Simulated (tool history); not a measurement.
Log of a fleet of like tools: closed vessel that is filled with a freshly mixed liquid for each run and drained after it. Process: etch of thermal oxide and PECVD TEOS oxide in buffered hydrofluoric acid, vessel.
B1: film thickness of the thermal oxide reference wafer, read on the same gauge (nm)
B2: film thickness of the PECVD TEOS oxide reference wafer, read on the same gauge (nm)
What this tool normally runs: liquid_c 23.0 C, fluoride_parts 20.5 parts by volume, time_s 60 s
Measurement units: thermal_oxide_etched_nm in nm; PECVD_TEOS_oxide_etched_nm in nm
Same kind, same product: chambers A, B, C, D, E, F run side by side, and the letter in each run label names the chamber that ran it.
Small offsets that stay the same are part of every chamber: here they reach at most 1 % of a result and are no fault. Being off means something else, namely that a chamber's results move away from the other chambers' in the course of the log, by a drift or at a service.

{"run": "1B", "hour": 9.9, "liquid_c": 23.0, "fluoride_parts": 20.5, "time_s": 60, "B1": 140.01, "B2": 70.004, "thermal_oxide_etched_nm": 30.969, "PECVD_TEOS_oxide_etched_nm": 77.797}
{"run": "2A", "hour": 23.0, "liquid_c": 23.0, "fluoride_parts": 20.5, "time_s": 60, "B1": 140.0, "B2": 69.983, "thermal_oxide_etched_nm": 31.044, "PECVD_TEOS_oxide_etched_nm": 78.06}
{"run": "3D", "hour": 29.4, "liquid_c": 23.0, "fluoride_parts": 20.5, "time_s": 60, "B1": 140.02, "B2": 69.982, "thermal_oxide_etched_nm": 31.138, "PECVD_TEOS_oxide_etched_nm": 78.171}
{"run": "4E", "hour": 41.7, "liquid_c": 23.0, "fluoride_parts": 20.5, "time_s": 60, "B1": 140.02, "B2": 69.979, "thermal_oxide_etched_nm": 30.594, "PECVD_TEOS_oxide_etched_nm": 78.189}
{"run": "5C", "hour": 50.4, "liquid_c": 23.0, "fluoride_parts": 20.5, "time_s": 60, "B1": 140.02, "B2": 70.014, "thermal_oxide_etched_nm": 30.891, "PECVD_TEOS_oxide_etched_nm": 78.182}
{"run": "6F", "hour": 61.7, "liquid_c": 20.5, "fluoride_parts": 20.5, "time_s": 60, "B1": 139.99, "B2": 70.002, "thermal_oxide_etched_nm": 26.677, "PECVD_TEOS_oxide_etched_nm": 68.199}
{"run": "7E", "hour": 68.6, "liquid_c": 20.5, "fluoride_parts": 20.5, "time_s": 60, "B1": 139.99, "B2": 70.001, "thermal_oxide_etched_nm": 26.838, "PECVD_TEOS_oxide_etched_nm": 67.396}
{"run": "8A", "hour": 81.5, "liquid_c": 20.5, "fluoride_parts": 20.5, "time_s": 60, "B1": 140.02, "B2": 70.024, "thermal_oxide_etched_nm": 27.142, "PECVD_TEOS_oxide_etched_nm": 67.862}
{"hour": 87.8, "done": "chamber C: hydrofluoric acid flow meter replaced"}
{"run": "9D", "hour": 92.7, "liquid_c": 20.5, "fluoride_parts": 20.5, "time_s": 60, "B1": 140.01, "B2": 70.032, "thermal_oxide_etched_nm": 26.869, "PECVD_TEOS_oxide_etched_nm": 67.527}
{"run": "10F", "hour": 105.5, "liquid_c": 20.5, "fluoride_parts": 20.5, "time_s": 60, "B1": 140.03, "B2": 69.987, "thermal_oxide_etched_nm": 26.928, "PECVD_TEOS_oxide_etched_nm": 68.754}
{"run": "11B", "hour": 116.3, "liquid_c": 20.5, "fluoride_parts": 20.5, "time_s": 60, "B1": 140.03, "B2": 69.978, "thermal_oxide_etched_nm": 27.362, "PECVD_TEOS_oxide_etched_nm": 67.858}
{"run": "12C", "hour": 124.8, "liquid_c": 23.0, "fluoride_parts": 20.5, "time_s": 60, "B1": 140.02, "B2": 69.999, "thermal_oxide_etched_nm": 31.068, "PECVD_TEOS_oxide_etched_nm": 77.958}
{"run": "13B", "hour": 133.3, "liquid_c": 23.0, "fluoride_parts": 20.5, "time_s": 60, "B1": 139.99, "B2": 69.983, "thermal_oxide_etched_nm": 31.523, "PECVD_TEOS_oxide_etched_nm": 77.848}
{"run": "14C", "hour": 141.9, "liquid_c": 23.0, "fluoride_parts": 20.5, "time_s": 60, "B1": 140.01, "B2": 70.006, "thermal_oxide_etched_nm": 30.614, "PECVD_TEOS_oxide_etched_nm": 77.871}
{"run": "15D", "hour": 152.1, "liquid_c": 23.0, "fluoride_parts": 20.5, "time_s": 60, "B1": 140.0, "B2": 69.997, "thermal_oxide_etched_nm": 31.373, "PECVD_TEOS_oxide_etched_nm": 78.047}
{"run": "16A", "hour": 165.0, "liquid_c": 23.0, "fluoride_parts": 20.5, "time_s": 60, "B1": 140.01, "B2": 70.009, "thermal_oxide_etched_nm": 30.905, "PECVD_TEOS_oxide_etched_nm": 77.953}
{"run": "17F", "hour": 175.6, "liquid_c": 23.0, "fluoride_parts": 20.5, "time_s": 60, "B1": 140.02, "B2": 69.992, "thermal_oxide_etched_nm": 30.98, "PECVD_TEOS_oxide_etched_nm": 78.221}
{"run": "18E", "hour": 184.6, "liquid_c": 23.0, "fluoride_parts": 20.5, "time_s": 60, "B1": 140.01, "B2": 69.995, "thermal_oxide_etched_nm": 30.694, "PECVD_TEOS_oxide_etched_nm": 78.065}
{"run": "19F", "hour": 197.6, "liquid_c": 23.0, "fluoride_parts": 20.5, "time_s": 60, "B1": 140.0, "B2": 69.989, "thermal_oxide_etched_nm": 30.605, "PECVD_TEOS_oxide_etched_nm": 78.299}
{"run": "20B", "hour": 204.1, "liquid_c": 23.0, "fluoride_parts": 20.5, "time_s": 60, "B1": 139.99, "B2": 70.009, "thermal_oxide_etched_nm": 31.239, "PECVD_TEOS_oxide_etched_nm": 77.42}
{"run": "21C", "hour": 212.1, "liquid_c": 23.0, "fluoride_parts": 20.5, "time_s": 60, "B1": 140.01, "B2": 69.999, "thermal_oxide_etched_nm": 30.782, "PECVD_TEOS_oxide_etched_nm": 77.982}
{"run": "22E", "hour": 221.3, "liquid_c": 23.0, "fluoride_parts": 20.5, "time_s": 60, "B1": 139.98, "B2": 69.998, "thermal_oxide_etched_nm": 30.584, "PECVD_TEOS_oxide_etched_nm": 78.305}
{"run": "23A", "hour": 234.4, "liquid_c": 23.0, "fluoride_parts": 20.5, "time_s": 60, "B1": 140.02, "B2": 69.996, "thermal_oxide_etched_nm": 30.64, "PECVD_TEOS_oxide_etched_nm": 78.492}
{"run": "24D", "hour": 246.7, "liquid_c": 23.0, "fluoride_parts": 20.5, "time_s": 60, "B1": 140.01, "B2": 69.994, "thermal_oxide_etched_nm": 31.132, "PECVD_TEOS_oxide_etched_nm": 77.52}
{"run": "25C", "hour": 254.8, "liquid_c": 25.0, "fluoride_parts": 26.5, "time_s": 60, "B1": 139.99, "B2": 70.031, "thermal_oxide_etched_nm": 28.806, "PECVD_TEOS_oxide_etched_nm": 73.038}
{"run": "26A", "hour": 267.8, "liquid_c": 25.0, "fluoride_parts": 26.5, "time_s": 60, "B1": 140.01, "B2": 70.021, "thermal_oxide_etched_nm": 29.055, "PECVD_TEOS_oxide_etched_nm": 72.683}
{"run": "27E", "hour": 277.2, "liquid_c": 25.0, "fluoride_parts": 26.5, "time_s": 60, "B1": 139.97, "B2": 70.005, "thermal_oxide_etched_nm": 29.231, "PECVD_TEOS_oxide_etched_nm": 73.024}
{"run": "28B", "hour": 283.0, "liquid_c": 25.0, "fluoride_parts": 26.5, "time_s": 60, "B1": 140.03, "B2": 69.978, "thermal_oxide_etched_nm": 29.04, "PECVD_TEOS_oxide_etched_nm": 72.202}
{"run": "29D", "hour": 293.9, "liquid_c": 25.0, "fluoride_parts": 26.5, "time_s": 60, "B1": 140.02, "B2": 70.022, "thermal_oxide_etched_nm": 29.075, "PECVD_TEOS_oxide_etched_nm": 72.678}
{"run": "30F", "hour": 302.1, "liquid_c": 25.0, "fluoride_parts": 26.5, "time_s": 60, "B1": 140.02, "B2": 70.034, "thermal_oxide_etched_nm": 29.012, "PECVD_TEOS_oxide_etched_nm": 73.786}
{"run": "31B", "hour": 309.0, "liquid_c": 23.0, "fluoride_parts": 20.5, "time_s": 60, "B1": 140.01, "B2": 70.005, "thermal_oxide_etched_nm": 31.618, "PECVD_TEOS_oxide_etched_nm": 77.386}
{"run": "32D", "hour": 316.6, "liquid_c": 23.0, "fluoride_parts": 20.5, "time_s": 60, "B1": 139.98, "B2": 69.984, "thermal_oxide_etched_nm": 30.899, "PECVD_TEOS_oxide_etched_nm": 77.829}
{"run": "33A", "hour": 325.1, "liquid_c": 23.0, "fluoride_parts": 20.5, "time_s": 60, "B1": 139.99, "B2": 69.995, "thermal_oxide_etched_nm": 30.721, "PECVD_TEOS_oxide_etched_nm": 78.637}
{"run": "34E", "hour": 331.6, "liquid_c": 23.0, "fluoride_parts": 20.5, "time_s": 60, "B1": 140.02, "B2": 69.996, "thermal_oxide_etched_nm": 30.932, "PECVD_TEOS_oxide_etched_nm": 77.293}
{"run": "35F", "hour": 344.7, "liquid_c": 23.0, "fluoride_parts": 20.5, "time_s": 60, "B1": 139.98, "B2": 70.021, "thermal_oxide_etched_nm": 31.115, "PECVD_TEOS_oxide_etched_nm": 78.357}
{"run": "36C", "hour": 353.4, "liquid_c": 23.0, "fluoride_parts": 20.5, "time_s": 60, "B1": 139.96, "B2": 69.979, "thermal_oxide_etched_nm": 31.255, "PECVD_TEOS_oxide_etched_nm": 78.671}
{"run": "37E", "hour": 362.9, "liquid_c": 23.0, "fluoride_parts": 20.5, "time_s": 60, "B1": 140.03, "B2": 70.013, "thermal_oxide_etched_nm": 30.758, "PECVD_TEOS_oxide_etched_nm": 77.69}
{"run": "38D", "hour": 374.7, "liquid_c": 23.0, "fluoride_parts": 20.5, "time_s": 60, "B1": 139.99, "B2": 70.012, "thermal_oxide_etched_nm": 30.761, "PECVD_TEOS_oxide_etched_nm": 77.761}
{"run": "39B", "hour": 387.5, "liquid_c": 23.0, "fluoride_parts": 20.5, "time_s": 60, "B1": 140.02, "B2": 70.014, "thermal_oxide_etched_nm": 30.748, "PECVD_TEOS_oxide_etched_nm": 77.739}
{"run": "40A", "hour": 394.2, "liquid_c": 23.0, "fluoride_parts": 20.5, "time_s": 60, "B1": 139.99, "B2": 69.981, "thermal_oxide_etched_nm": 30.927, "PECVD_TEOS_oxide_etched_nm": 78.935}
{"run": "41C", "hour": 401.9, "liquid_c": 23.0, "fluoride_parts": 20.5, "time_s": 60, "B1": 139.98, "B2": 69.996, "thermal_oxide_etched_nm": 30.739, "PECVD_TEOS_oxide_etched_nm": 78.074}
{"run": "42F", "hour": 410.6, "liquid_c": 23.0, "fluoride_parts": 20.5, "time_s": 60, "B1": 140.02, "B2": 70.002, "thermal_oxide_etched_nm": 30.868, "PECVD_TEOS_oxide_etched_nm": 78.369}
{"run": "43D", "hour": 423.5, "liquid_c": 23.0, "fluoride_parts": 20.5, "time_s": 60, "B1": 140.03, "B2": 70.009, "thermal_oxide_etched_nm": 31.477, "PECVD_TEOS_oxide_etched_nm": 77.818}

All 6 chambers run these settings next. Forecast each chamber's results:
{"run": "44A", "hour": 433.0, "liquid_c": 23.0, "fluoride_parts": 20.5, "time_s": 60, "thermal_oxide_etched_nm": "?", "PECVD_TEOS_oxide_etched_nm": "?"}
{"run": "44B", "hour": 433.0, "liquid_c": 23.0, "fluoride_parts": 20.5, "time_s": 60, "thermal_oxide_etched_nm": "?", "PECVD_TEOS_oxide_etched_nm": "?"}
{"run": "44C", "hour": 433.0, "liquid_c": 23.0, "fluoride_parts": 20.5, "time_s": 60, "thermal_oxide_etched_nm": "?", "PECVD_TEOS_oxide_etched_nm": "?"}
{"run": "44D", "hour": 433.0, "liquid_c": 23.0, "fluoride_parts": 20.5, "time_s": 60, "thermal_oxide_etched_nm": "?", "PECVD_TEOS_oxide_etched_nm": "?"}
{"run": "44E", "hour": 433.0, "liquid_c": 23.0, "fluoride_parts": 20.5, "time_s": 60, "thermal_oxide_etched_nm": "?", "PECVD_TEOS_oxide_etched_nm": "?"}
{"run": "44F", "hour": 433.0, "liquid_c": 23.0, "fluoride_parts": 20.5, "time_s": 60, "thermal_oxide_etched_nm": "?", "PECVD_TEOS_oxide_etched_nm": "?"}

run=44A thermal_oxide_etched_nm=30.998 PECVD_TEOS_oxide_etched_nm=78.786
run=44B thermal_oxide_etched_nm=31.095 PECVD_TEOS_oxide_etched_nm=77.786
run=44C thermal_oxide_etched_nm=30.994 PECVD_TEOS_oxide_etched_nm=78.097
run=44D thermal_oxide_etched_nm=31.207 PECVD_TEOS_oxide_etched_nm=77.516
run=44E thermal_oxide_etched_nm=31.055 PECVD_TEOS_oxide_etched_nm=78.061
run=44F thermal_oxide_etched_nm=31.195 PECVD_TEOS_oxide_etched_nm=78.926

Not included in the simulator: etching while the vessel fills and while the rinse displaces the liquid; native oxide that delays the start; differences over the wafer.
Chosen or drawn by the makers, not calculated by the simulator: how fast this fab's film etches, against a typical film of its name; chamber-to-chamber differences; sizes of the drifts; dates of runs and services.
